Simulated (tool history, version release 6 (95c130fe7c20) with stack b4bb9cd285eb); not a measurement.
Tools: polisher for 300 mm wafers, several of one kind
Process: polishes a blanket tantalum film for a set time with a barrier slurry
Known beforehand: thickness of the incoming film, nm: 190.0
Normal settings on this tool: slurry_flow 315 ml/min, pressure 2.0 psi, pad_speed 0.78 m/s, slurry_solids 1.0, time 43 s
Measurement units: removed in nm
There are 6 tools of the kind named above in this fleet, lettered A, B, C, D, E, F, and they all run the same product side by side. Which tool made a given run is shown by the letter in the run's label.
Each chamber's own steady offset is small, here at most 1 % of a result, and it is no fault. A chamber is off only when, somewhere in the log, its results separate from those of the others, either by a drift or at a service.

run	hour	slurry_flow	pressure	pad_speed	slurry_solids	time	removed
# hour 0.2: chamber C: slurry nozzle cleaned
# hour 3.2: chamber B: slurry blender recalibrated
1F	6.3	315	2.0	0.78	1.0	43	49.066
# hour 6.7: chamber E: worn pad replaced by a new one
# hour 13.0: chamber B: slurry nozzle cleaned
2B	16.5	315	2.0	0.78	1.0	43	48.446
3C	25.7	315	2.0	0.78	1.0	43	49.160
# hour 31.2: chamber F: worn pad replaced by a new one
4E	36.8	315	2.0	0.78	1.0	43	48.524
5A	44.7	315	2.0	0.78	1.0	43	49.157
# hour 51.2: chamber A: slurry blender recalibrated
6D	53.2	315	2.0	0.78	1.0	43	47.906
# hour 54.2: chamber B: worn pad replaced by a new one
# hour 54.6: chamber E: slurry nozzle cleaned
# hour 54.9: chamber A: worn pad replaced by a new one
# hour 62.3: chamber D: worn pad replaced by a new one
7A	64.2	315	2.0	0.78	1.0	43	48.896
# hour 69.8: chamber E: worn pad replaced by a new one
# hour 73.1: chamber C: worn pad replaced by a new one
8F	73.4	315	2.0	0.78	1.0	43	48.201
9D	81.8	315	2.0	0.78	1.0	43	48.301
10E	87.8	315	2.0	0.78	1.0	43	49.040
11C	97.1	315	2.4	0.60	1.0	43	43.920
# hour 99.5: chamber D: head pressure recalibrated
12B	105.8	315	2.4	0.60	1.0	43	45.552
# hour 106.0: chamber B: head pressure recalibrated
# hour 111.2: chamber A: worn pad replaced by a new one
# hour 111.2: chamber F: worn pad replaced by a new one
13D	112.0	315	2.4	0.60	1.0	43	44.665
14A	117.4	315	2.4	0.60	1.0	43	44.499
15C	124.9	315	2.4	0.60	1.0	43	44.224
16B	134.8	315	2.4	0.60	1.0	43	45.846
# hour 137.3: chamber E: worn pad replaced by a new one
17E	142.5	315	2.0	0.52	1.0	43	32.083
# hour 151.6: chamber D: worn pad replaced by a new one
18F	154.3	315	2.0	0.52	1.0	43	32.460
19F	161.6	315	2.0	0.52	1.0	43	32.088
# hour 164.5: chamber D: slurry blender recalibrated
# hour 166.1: chamber C: worn pad replaced by a new one
20A	166.9	315	2.0	0.52	1.0	43	32.064
# hour 167.0: chamber B: worn pad replaced by a new one
21C	176.0	315	2.0	0.52	1.0	43	32.629
# hour 181.4: chamber A: worn pad replaced by a new one
22B	181.5	315	2.0	0.52	1.0	43	32.258
23D	192.1	315	2.0	0.78	1.2	37	43.649
# hour 196.8: chamber E: slurry blender recalibrated
# hour 201.4: chamber F: worn pad replaced by a new one
24E	202.7	315	2.0	0.78	1.2	37	44.700
25F	208.2	315	2.0	0.78	1.2	37	43.435
# hour 208.4: chamber E: worn pad replaced by a new one
26C	216.7	315	2.0	0.78	1.2	37	44.227
27B	222.8	315	2.0	0.78	1.2	37	43.403
28D	231.7	315	2.0	0.78	1.2	37	43.614
# hour 240.2: chamber A: worn pad replaced by a new one
# hour 241.7: chamber D: worn pad replaced by a new one
29A	242.0	315	2.0	0.78	1.0	43	49.366
# hour 246.0: chamber A: head pressure recalibrated
30E	253.6	315	2.0	0.78	1.0	43	48.632
31F	261.8	315	2.0	0.78	1.0	43	48.602
# hour 262.3: chamber E: head pressure recalibrated
# hour 269.6: chamber E: worn pad replaced by a new one
32A	270.8	315	2.0	0.78	1.0	43	49.085
33B	280.4	315	2.0	0.78	1.0	43	48.645
34D	287.3	315	2.0	0.78	1.0	43	48.639
# hour 290.5: chamber C: worn pad replaced by a new one
35E	297.1	315	2.0	0.78	1.0	43	48.699
36C	307.6	315	2.0	0.78	1.0	43	48.813
37C	318.1	315	2.0	0.78	1.0	43	47.728

Which is it: a chamber that has drifted or been left off by a service, a gauge drift common to all chambers, or only each chamber's usual small offset? If a chamber is off, name it and its likeliest cause.

No chamber is off and the gauge is stable; the differences are just each chamber's small, constant offset.
